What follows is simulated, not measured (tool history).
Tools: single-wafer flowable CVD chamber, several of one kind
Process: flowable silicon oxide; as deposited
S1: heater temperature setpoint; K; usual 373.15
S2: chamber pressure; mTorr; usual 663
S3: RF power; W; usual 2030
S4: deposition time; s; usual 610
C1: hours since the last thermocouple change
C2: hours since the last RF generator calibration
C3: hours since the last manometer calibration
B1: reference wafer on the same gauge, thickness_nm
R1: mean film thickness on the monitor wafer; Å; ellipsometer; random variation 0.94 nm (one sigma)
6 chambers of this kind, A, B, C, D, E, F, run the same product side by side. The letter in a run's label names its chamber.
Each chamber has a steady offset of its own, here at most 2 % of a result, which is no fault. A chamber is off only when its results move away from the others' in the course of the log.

run   hour      S1   S2    S3   S4      C1      C2      C3      B1      R1
 1C    5.7  373.15  663  2030  610     575   772.3   640.5  311.07  2913.7
 2F   14.3  373.15  663  2030  610  1108.8  1349.3  1592.6  310.98  2899.6
 3D     21  373.15  663  2030  610  1974.6   848.8   572.2  311.03  2901.8
 4E   27.9  373.15  663  2030  610  1001.8   537.3  1977.4   311.2  2908.7
 5A   33.5  373.15  663  2030  610  1184.9     631  1933.7  311.16  2905.9
 6B   40.8  373.15  663  2030  610  1922.8   503.7   210.7  311.13    2841
 7B   44.7  373.15  663  2030  610  1926.7   507.6   214.6  311.15  2840.7
 8D   48.8  373.15  663  2030  610  2002.4   876.6     600  310.87  2903.9
 9F   56.1  373.15  663  2030  610  1150.6  1391.1  1634.4  310.91  2898.6
10E     61  373.15  663  2030  610  1034.9   570.4  2010.5  310.95  2876.9
11A   66.7  373.15  663  2030  610  1218.1   664.2  1966.9  311.06  2898.7
12C   70.7  373.15  663  2030  610     640   837.3   705.5  311.04  2890.5
13B   76.6  373.15  586  2030  610  1958.6   539.5   246.5  310.87  2399.6
14D   80.7  373.15  586  2030  610  2034.3   908.5   631.9  310.81  2427.7
15A   87.8  373.15  586  2030  610  1239.2   685.3    1988  310.94  2437.5
16C   94.4  373.15  586  2030  610   663.7     861   729.2  311.09    2468
17F   98.1  373.15  586  2030  610  1192.6  1433.1  1676.4  311.18  2440.3
18E  103.5  373.15  586  2030  610  1077.4   612.9    2053  310.87  2450.1
19E  111.2  367.15  663  2030  679  1085.1   620.6  2060.7   310.9  3922.7
20F  116.9  367.15  663  2030  679  1211.4  1451.9  1695.2   311.1  3965.8
21A  122.7  367.15  663  2030  679  1274.1   720.2  2022.9  311.13  3890.7
22B  130.3  367.15  663  2030  679  2012.3   593.2   300.2  310.87  3855.6
23C  137.9  367.15  663  2030  679   707.2   904.5   772.7  311.12  3930.3
24D  144.8  367.15  663  2030  679  2098.4   972.6     696  311.32  3905.4
25A  150.6  373.15  663  2030  610    1302   748.1  2050.8  311.06  2891.4
26F  156.1  373.15  663  2395  610  1250.6  1491.1  1734.4  310.99  2991.5
27E  161.7  373.15  663  2395  610  1135.6   671.1  2111.2  311.08  2961.8
28C  166.5  373.15  663  2395  610   735.8   933.1   801.3  311.16  2990.6
29D  170.9  373.15  663  2395  610  2124.5   998.7   722.1  310.93  2970.4
30B  176.5  373.15  663  2395  610  2058.5   639.4   346.4  311.22  2919.4
31C  180.8  373.15  663  2395  610   750.1   947.4   815.6  311.21  2972.4
     186.1  -- chamber E: capacitance manometer re-zeroed and calibrated
32B  188.7  373.15  663  2030  610  2070.7   651.6   358.6  310.93  2847.1
33E  193.3  373.15  663  2030  610  1167.2   702.7     7.2  310.71  2900.1
34F  201.4  373.15  663  2030  610  1295.9  1536.4  1779.7  310.64  2910.7
35A  210.1  373.15  663  2030  610  1361.5   807.6  2110.3  310.87  2893.4
     213.6  -- chamber C: capacitance manometer re-zeroed and calibrated
36D  216.9  373.15  663  2030  610  2170.5  1044.7   768.1  310.95  2895.1
37E  220.8  373.15  663  2030  610  1194.7   730.2    34.7  310.87  2877.6
38D  229.2  373.15  714  1905  610  2182.8    1057   780.4  310.98  3134.1
39F  233.2  373.15  714  1905  610  1327.7  1568.2  1811.5  310.86  3183.5
40A  239.5  373.15  714  1905  610  1390.9     837  2139.7  310.77  3151.2
41B  247.9  373.15  714  1905  610  2129.9   710.8   417.8  310.93  3104.3
42C  256.1  373.15  714  1905  610   825.4  1022.7    42.5  310.94  3154.1

Is one chamber off against the others, does the gauge drift, or is nothing wrong? If a chamber is off, say which, and what the likeliest cause is.

No chamber stands off beyond its own small offset, and the gauge holds steady.

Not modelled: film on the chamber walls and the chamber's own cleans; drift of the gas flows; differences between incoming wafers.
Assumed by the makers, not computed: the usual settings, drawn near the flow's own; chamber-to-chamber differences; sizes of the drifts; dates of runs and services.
